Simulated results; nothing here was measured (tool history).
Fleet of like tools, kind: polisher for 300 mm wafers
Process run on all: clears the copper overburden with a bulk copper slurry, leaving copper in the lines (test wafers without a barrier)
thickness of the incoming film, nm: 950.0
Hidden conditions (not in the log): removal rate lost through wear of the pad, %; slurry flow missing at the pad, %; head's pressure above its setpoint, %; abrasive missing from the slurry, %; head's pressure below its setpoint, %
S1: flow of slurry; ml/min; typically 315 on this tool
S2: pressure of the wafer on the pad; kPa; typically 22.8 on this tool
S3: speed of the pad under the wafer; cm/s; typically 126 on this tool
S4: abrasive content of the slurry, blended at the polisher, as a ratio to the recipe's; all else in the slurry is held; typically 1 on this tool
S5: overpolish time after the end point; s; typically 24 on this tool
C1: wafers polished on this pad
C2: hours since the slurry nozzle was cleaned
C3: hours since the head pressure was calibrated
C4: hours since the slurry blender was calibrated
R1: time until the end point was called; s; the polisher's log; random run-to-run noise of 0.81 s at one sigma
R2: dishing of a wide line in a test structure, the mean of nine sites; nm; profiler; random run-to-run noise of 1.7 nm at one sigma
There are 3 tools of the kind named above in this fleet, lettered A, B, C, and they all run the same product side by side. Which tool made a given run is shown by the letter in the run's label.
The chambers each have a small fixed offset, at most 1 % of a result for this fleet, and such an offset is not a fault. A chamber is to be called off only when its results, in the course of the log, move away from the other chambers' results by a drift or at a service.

run 1B hour=8.2 | S1=315 S2=22.8 S3=126 S4=1 S5=24 | C1=689 C2=423.8 C3=1207.4 C4=67.6 | R1=71.029 R2=103.390
run 2A hour=15.5 | S1=315 S2=22.8 S3=126 S4=1 S5=24 | C1=1034 C2=88.6 C3=656.1 C4=51.6 | R1=71.394 R2=106.980
-- hour=18.3 chamber B: worn pad replaced by a new one
run 3C hour=24.4 | S1=315 S2=22.8 S3=126 S4=1 S5=24 | C1=1148 C2=688.6 C3=259.3 C4=191.3 | R1=71.537 R2=102.640
run 4C hour=31.0 | S1=315 S2=22.8 S3=126 S4=1 S5=24 | C1=1184 C2=695.2 C3=265.9 C4=197.9 | R1=73.656 R2=106.510
-- hour=33.1 chamber A: worn pad replaced by a new one
run 5A hour=35.6 | S1=315 S2=22.8 S3=126 S4=1 S5=24 | C1=13 C2=108.7 C3=676.2 C4=71.7 | R1=71.358 R2=105.280
run 6B hour=41.5 | S1=315 S2=22.8 S3=126 S4=1 S5=24 | C1=126 C2=457.1 C3=1240.7 C4=100.9 | R1=72.587 R2=102.600
run 7A hour=46.5 | S1=315 S2=22.8 S3=126 S4=1 S5=24 | C1=73 C2=119.6 C3=687.1 C4=82.6 | R1=71.983 R2=105.330
run 8B hour=51.8 | S1=315 S2=22.8 S3=126 S4=1 S5=24 | C1=183 C2=467.4 C3=1251.0 C4=111.2 | R1=71.794 R2=108.230
run 9C hour=59.1 | S1=315 S2=22.8 S3=126 S4=1 S5=24 | C1=1337 C2=723.3 C3=294.0 C4=226.0 | R1=73.982 R2=101.940
-- hour=64.8 chamber C: slurry nozzle cleaned
-- hour=65.8 chamber C: worn pad replaced by a new one
run 10B hour=67.2 | S1=315 S2=22.8 S3=126 S4=1 S5=24 | C1=267 C2=482.8 C3=1266.4 C4=126.6 | R1=71.725 R2=105.410
run 11A hour=74.4 | S1=315 S2=22.8 S3=126 S4=1 S5=24 | C1=225 C2=147.5 C3=715.0 C4=110.5 | R1=70.634 R2=105.070
run 12C hour=80.4 | S1=315 S2=17.2 S3=164 S4=1 S5=24 | C1=80 C2=15.7 C3=315.3 C4=247.3 | R1=76.246 R2=101.360
run 13C hour=85.4 | S1=315 S2=17.2 S3=164 S4=1 S5=24 | C1=107 C2=20.7 C3=320.3 C4=252.3 | R1=73.826 R2=99.022
run 14B hour=91.8 | S1=315 S2=17.2 S3=164 S4=1 S5=24 | C1=401 C2=507.4 C3=1291.0 C4=151.2 | R1=71.952 R2=96.649
-- hour=94.7 chamber B: head pressure recalibrated
run 15A hour=99.7 | S1=315 S2=22.8 S3=126 S4=1 S5=24 | C1=363 C2=172.8 C3=740.3 C4=135.8 | R1=71.230 R2=106.930
run 16A hour=106.2 | S1=315 S2=22.8 S3=126 S4=1 S5=24 | C1=399 C2=179.3 C3=746.8 C4=142.3 | R1=70.520 R2=105.570
run 17C hour=112.5 | S1=315 S2=22.8 S3=126 S4=1 S5=24 | C1=255 C2=47.8 C3=347.4 C4=279.4 | R1=75.460 R2=104.200
run 18B hour=117.4 | S1=315 S2=22.8 S3=126 S4=1 S5=24 | C1=541 C2=533.0 C3=22.8 C4=176.8 | R1=73.128 R2=106.610
run 19C hour=123.3 | S1=245 S2=22.8 S3=126 S4=1 S5=24 | C1=314 C2=58.6 C3=358.2 C4=290.2 | R1=79.427 R2=101.640
run 20A hour=130.7 | S1=245 S2=22.8 S3=126 S4=1 S5=24 | C1=533 C2=203.8 C3=771.3 C4=166.8 | R1=73.585 R2=104.440
run 21B hour=137.4 | S1=245 S2=22.8 S3=126 S4=1 S5=24 | C1=650 C2=553.0 C3=42.8 C4=196.8 | R1=73.299 R2=103.640
run 22B hour=141.8 | S1=260 S2=22.8 S3=126 S4=1 S5=24 | C1=674 C2=557.4 C3=47.2 C4=201.2 | R1=73.399 R2=104.030
run 23C hour=147.7 | S1=260 S2=22.8 S3=126 S4=1 S5=24 | C1=447 C2=83.0 C3=382.6 C4=314.6 | R1=79.936 R2=101.710
run 24A hour=155.1 | S1=260 S2=22.8 S3=126 S4=1 S5=24 | C1=666 C2=228.2 C3=795.7 C4=191.2 | R1=72.932 R2=100.780
-- hour=156.7 chamber B: worn pad replaced by a new one
run 25C hour=161.7 | S1=315 S2=22.8 S3=126 S4=1 S5=24 | C1=523 C2=97.0 C3=396.6 C4=328.6 | R1=77.311 R2=101.130
run 26A hour=166.9 | S1=315 S2=22.8 S3=126 S4=1 S5=24 | C1=730 C2=240.0 C3=807.5 C4=203.0 | R1=69.951 R2=106.890
run 27B hour=173.0 | S1=315 S2=22.8 S3=126 S4=1 S5=24 | C1=89 C2=588.6 C3=78.4 C4=232.4 | R1=71.939 R2=104.420
-- hour=176.8 chamber B: slurry blender recalibrated
run 28B hour=181.3 | S1=315 S2=22.8 S3=126 S4=1 S5=24 | C1=134 C2=596.9 C3=86.7 C4=4.5 | R1=70.714 R2=105.590
run 29C hour=189.1 | S1=315 S2=22.8 S3=126 S4=1 S5=24 | C1=673 C2=124.4 C3=424.0 C4=356.0 | R1=82.325 R2=99.424

What goes on in this fleet: one chamber off, a drifting gauge, or nothing beyond the chambers' own small offsets? Name the chamber and the cause, if any.

Little by little, chamber C moves away from the other chambers.
Likeliest cause: head's pressure below its setpoint, % = 11.8.

Which of the 4 candidates below, each the usual settings with something changed and its results left as question marks, puts chamber C back in line with what the other chambers give on the usual settings?
Allowed miss from the other chambers' usual-settings mean, per result, to count as in line: R1 2.900 s; R2 6.100 nm
run 30C-1 hour=196.0 | S1=315 S2=22.1 S3=124 S4=1 S5=24 | R1=? R2=?
run 30C-2 hour=196.0 | S1=315 S2=23.4 S3=128 S4=1 S5=24 | R1=? R2=?
run 30C-3 hour=196.0 | S1=315 S2=24.1 S3=134 S4=1 S5=25 | R1=? R2=?
run 30C-4 hour=196.0 | S1=315 S2=21.4 S3=118 S4=1 S5=23 | R1=? R2=?

What the other chambers average on the usual settings: R1 71.535 s; R2 105.560 nm
run=30C-1 R1=84.935 R2=95.769
run=30C-2 R1=77.454 R2=99.830
run=30C-3 R1=71.847 R2=103.790
run=30C-4 R1=92.171 R2=91.013
Change 30C-3 lands the chamber within the allowed miss of the other chambers.

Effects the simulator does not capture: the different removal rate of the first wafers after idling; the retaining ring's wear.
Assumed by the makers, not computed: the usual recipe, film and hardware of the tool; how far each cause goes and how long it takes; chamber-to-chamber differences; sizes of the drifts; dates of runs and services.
